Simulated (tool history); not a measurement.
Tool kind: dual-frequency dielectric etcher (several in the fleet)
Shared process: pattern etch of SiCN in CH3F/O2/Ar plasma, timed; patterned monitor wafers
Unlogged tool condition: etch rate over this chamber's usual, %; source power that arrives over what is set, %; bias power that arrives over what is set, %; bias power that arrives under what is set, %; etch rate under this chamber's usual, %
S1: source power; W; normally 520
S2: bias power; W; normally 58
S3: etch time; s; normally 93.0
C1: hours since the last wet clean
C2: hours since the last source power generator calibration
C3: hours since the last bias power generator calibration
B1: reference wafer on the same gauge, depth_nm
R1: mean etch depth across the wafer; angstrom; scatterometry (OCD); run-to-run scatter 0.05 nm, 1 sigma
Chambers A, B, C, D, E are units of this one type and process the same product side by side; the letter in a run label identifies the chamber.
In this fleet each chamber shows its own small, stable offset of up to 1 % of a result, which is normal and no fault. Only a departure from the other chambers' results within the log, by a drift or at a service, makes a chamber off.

{"run": "1C", "hour": 10.0, "S1": 520, "S2": 58, "S3": 93.0, "C1": 273.1, "C2": 22.6, "C3": 1031.3, "B1": 39.714, "R1": 357.43}
{"run": "2E", "hour": 20.2, "S1": 520, "S2": 58, "S3": 93.0, "C1": 330.0, "C2": 278.5, "C3": 3542.3, "B1": 39.714, "R1": 359.8}
{"hour": 21.7, "done": "chamber D: wet clean of the chamber"}
{"run": "3A", "hour": 29.1, "S1": 520, "S2": 58, "S3": 93.0, "C1": 238.7, "C2": 239.1, "C3": 1761.2, "B1": 39.716, "R1": 358.34}
{"run": "4D", "hour": 37.2, "S1": 520, "S2": 58, "S3": 93.0, "C1": 15.6, "C2": 3804.1, "C3": 3134.0, "B1": 39.705, "R1": 359.16}
{"run": "5B", "hour": 44.1, "S1": 520, "S2": 58, "S3": 93.0, "C1": 361.8, "C2": 1246.3, "C3": 1671.7, "B1": 39.708, "R1": 360.53}
{"run": "6E", "hour": 55.8, "S1": 520, "S2": 58, "S3": 93.0, "C1": 365.6, "C2": 314.1, "C3": 3577.9, "B1": 39.732, "R1": 360.55}
{"run": "7C", "hour": 69.8, "S1": 520, "S2": 50, "S3": 73.0, "C1": 332.9, "C2": 82.4, "C3": 1091.1, "B1": 39.745, "R1": 267.16}
{"run": "8B", "hour": 78.7, "S1": 520, "S2": 50, "S3": 73.0, "C1": 396.4, "C2": 1280.9, "C3": 1706.3, "B1": 39.748, "R1": 270.38}
{"run": "9D", "hour": 88.6, "S1": 520, "S2": 50, "S3": 73.0, "C1": 67.0, "C2": 3855.5, "C3": 3185.4, "B1": 39.76, "R1": 269.85}
{"run": "10A", "hour": 96.5, "S1": 520, "S2": 50, "S3": 73.0, "C1": 306.1, "C2": 306.5, "C3": 1828.6, "B1": 39.746, "R1": 267.49}
{"hour": 99.7, "done": "chamber B: wet clean of the chamber"}
{"run": "11A", "hour": 107.0, "S1": 520, "S2": 50, "S3": 73.0, "C1": 316.6, "C2": 317.0, "C3": 1839.1, "B1": 39.767, "R1": 267.88}
{"hour": 112.8, "done": "chamber C: wet clean of the chamber"}
{"run": "12E", "hour": 117.3, "S1": 520, "S2": 58, "S3": 93.0, "C1": 427.1, "C2": 375.6, "C3": 3639.4, "B1": 39.774, "R1": 361.77}
{"run": "13C", "hour": 130.0, "S1": 520, "S2": 58, "S3": 93.0, "C1": 17.3, "C2": 142.6, "C3": 1151.3, "B1": 39.778, "R1": 356.87}
{"run": "14B", "hour": 142.6, "S1": 520, "S2": 58, "S3": 93.0, "C1": 42.9, "C2": 1344.8, "C3": 1770.2, "B1": 39.769, "R1": 361.43}
{"run": "15D", "hour": 149.2, "S1": 520, "S2": 58, "S3": 93.0, "C1": 127.6, "C2": 3916.1, "C3": 3246.0, "B1": 39.786, "R1": 359.9}
{"run": "16A", "hour": 162.3, "S1": 520, "S2": 58, "S3": 93.0, "C1": 371.9, "C2": 372.3, "C3": 1894.4, "B1": 39.778, "R1": 358.24}
{"run": "17C", "hour": 168.4, "S1": 520, "S2": 58, "S3": 93.0, "C1": 55.7, "C2": 181.0, "C3": 1189.7, "B1": 39.807, "R1": 357.2}
{"hour": 177.2, "done": "chamber E: wet clean of the chamber"}
{"run": "18D", "hour": 180.0, "S1": 520, "S2": 58, "S3": 93.0, "C1": 158.4, "C2": 3946.9, "C3": 3276.8, "B1": 39.806, "R1": 360.31}
{"run": "19B", "hour": 190.9, "S1": 520, "S2": 58, "S3": 93.0, "C1": 91.2, "C2": 1393.1, "C3": 1818.5, "B1": 39.815, "R1": 361.98}
{"run": "20E", "hour": 198.9, "S1": 520, "S2": 58, "S3": 93.0, "C1": 21.7, "C2": 457.2, "C3": 3721.0, "B1": 39.821, "R1": 361.49}
{"run": "21B", "hour": 212.1, "S1": 520, "S2": 58, "S3": 93.0, "C1": 112.4, "C2": 1414.3, "C3": 1839.7, "B1": 39.834, "R1": 361.29}
{"run": "22A", "hour": 225.8, "S1": 520, "S2": 58, "S3": 93.0, "C1": 435.4, "C2": 435.8, "C3": 1957.9, "B1": 39.834, "R1": 357.99}
{"run": "23C", "hour": 233.4, "S1": 520, "S2": 58, "S3": 93.0, "C1": 120.7, "C2": 246.0, "C3": 1254.7, "B1": 39.826, "R1": 358.97}
{"run": "24E", "hour": 241.5, "S1": 560, "S2": 58, "S3": 93.0, "C1": 64.3, "C2": 499.8, "C3": 3763.6, "B1": 39.839, "R1": 372.73}
{"run": "25D", "hour": 252.6, "S1": 560, "S2": 58, "S3": 93.0, "C1": 231.0, "C2": 4019.5, "C3": 3349.4, "B1": 39.844, "R1": 370.89}
{"run": "26B", "hour": 264.8, "S1": 560, "S2": 58, "S3": 93.0, "C1": 165.1, "C2": 1467.0, "C3": 1892.4, "B1": 39.862, "R1": 372.73}
{"run": "27E", "hour": 275.3, "S1": 560, "S2": 58, "S3": 93.0, "C1": 98.1, "C2": 533.6, "C3": 3797.4, "B1": 39.865, "R1": 373.75}
{"run": "28C", "hour": 281.4, "S1": 560, "S2": 58, "S3": 93.0, "C1": 168.7, "C2": 294.0, "C3": 1302.7, "B1": 39.863, "R1": 367.82}
{"run": "29D", "hour": 293.0, "S1": 450, "S2": 58, "S3": 82.5, "C1": 271.4, "C2": 4059.9, "C3": 3389.8, "B1": 39.872, "R1": 302.85}
{"run": "30A", "hour": 306.2, "S1": 450, "S2": 58, "S3": 82.5, "C1": 515.8, "C2": 516.2, "C3": 2038.3, "B1": 39.875, "R1": 301.23}
{"run": "31B", "hour": 317.2, "S1": 450, "S2": 58, "S3": 82.5, "C1": 217.5, "C2": 1519.4, "C3": 1944.8, "B1": 39.889, "R1": 304.33}
{"run": "32D", "hour": 323.3, "S1": 450, "S2": 58, "S3": 82.5, "C1": 301.7, "C2": 4090.2, "C3": 3420.1, "B1": 39.902, "R1": 302.67}
{"run": "33A", "hour": 334.9, "S1": 450, "S2": 58, "S3": 82.5, "C1": 544.5, "C2": 544.9, "C3": 2067.0, "B1": 39.888, "R1": 301.2}
{"run": "34C", "hour": 343.8, "S1": 430, "S2": 58, "S3": 66.5, "C1": 231.1, "C2": 356.4, "C3": 1365.1, "B1": 39.906, "R1": 238.74}
{"run": "35E", "hour": 351.5, "S1": 430, "S2": 58, "S3": 66.5, "C1": 174.3, "C2": 609.8, "C3": 3873.6, "B1": 39.904, "R1": 241.85}
{"run": "36D", "hour": 364.0, "S1": 430, "S2": 58, "S3": 66.5, "C1": 342.4, "C2": 4130.9, "C3": 3460.8, "B1": 39.917, "R1": 240.3}
{"run": "37C", "hour": 372.3, "S1": 430, "S2": 58, "S3": 66.5, "C1": 259.6, "C2": 384.9, "C3": 1393.6, "B1": 39.907, "R1": 239.04}
{"run": "38E", "hour": 383.3, "S1": 430, "S2": 58, "S3": 66.5, "C1": 206.1, "C2": 641.6, "C3": 3905.4, "B1": 39.913, "R1": 241.34}

Each of the 5 chambers runs these same settings next. Fill in every chamber's results:
{"run": "39A", "hour": 393.3, "S1": 520, "S2": 58, "S3": 93.0, "R1": "?"}
{"run": "39B", "hour": 393.3, "S1": 520, "S2": 58, "S3": 93.0, "R1": "?"}
{"run": "39C", "hour": 393.3, "S1": 520, "S2": 58, "S3": 93.0, "R1": "?"}
{"run": "39D", "hour": 393.3, "S1": 520, "S2": 58, "S3": 93.0, "R1": "?"}
{"run": "39E", "hour": 393.3, "S1": 520, "S2": 58, "S3": 93.0, "R1": "?"}

run=39A R1=359.47
run=39B R1=363.01
run=39C R1=359.36
run=39D R1=361.37
run=39E R1=362.66
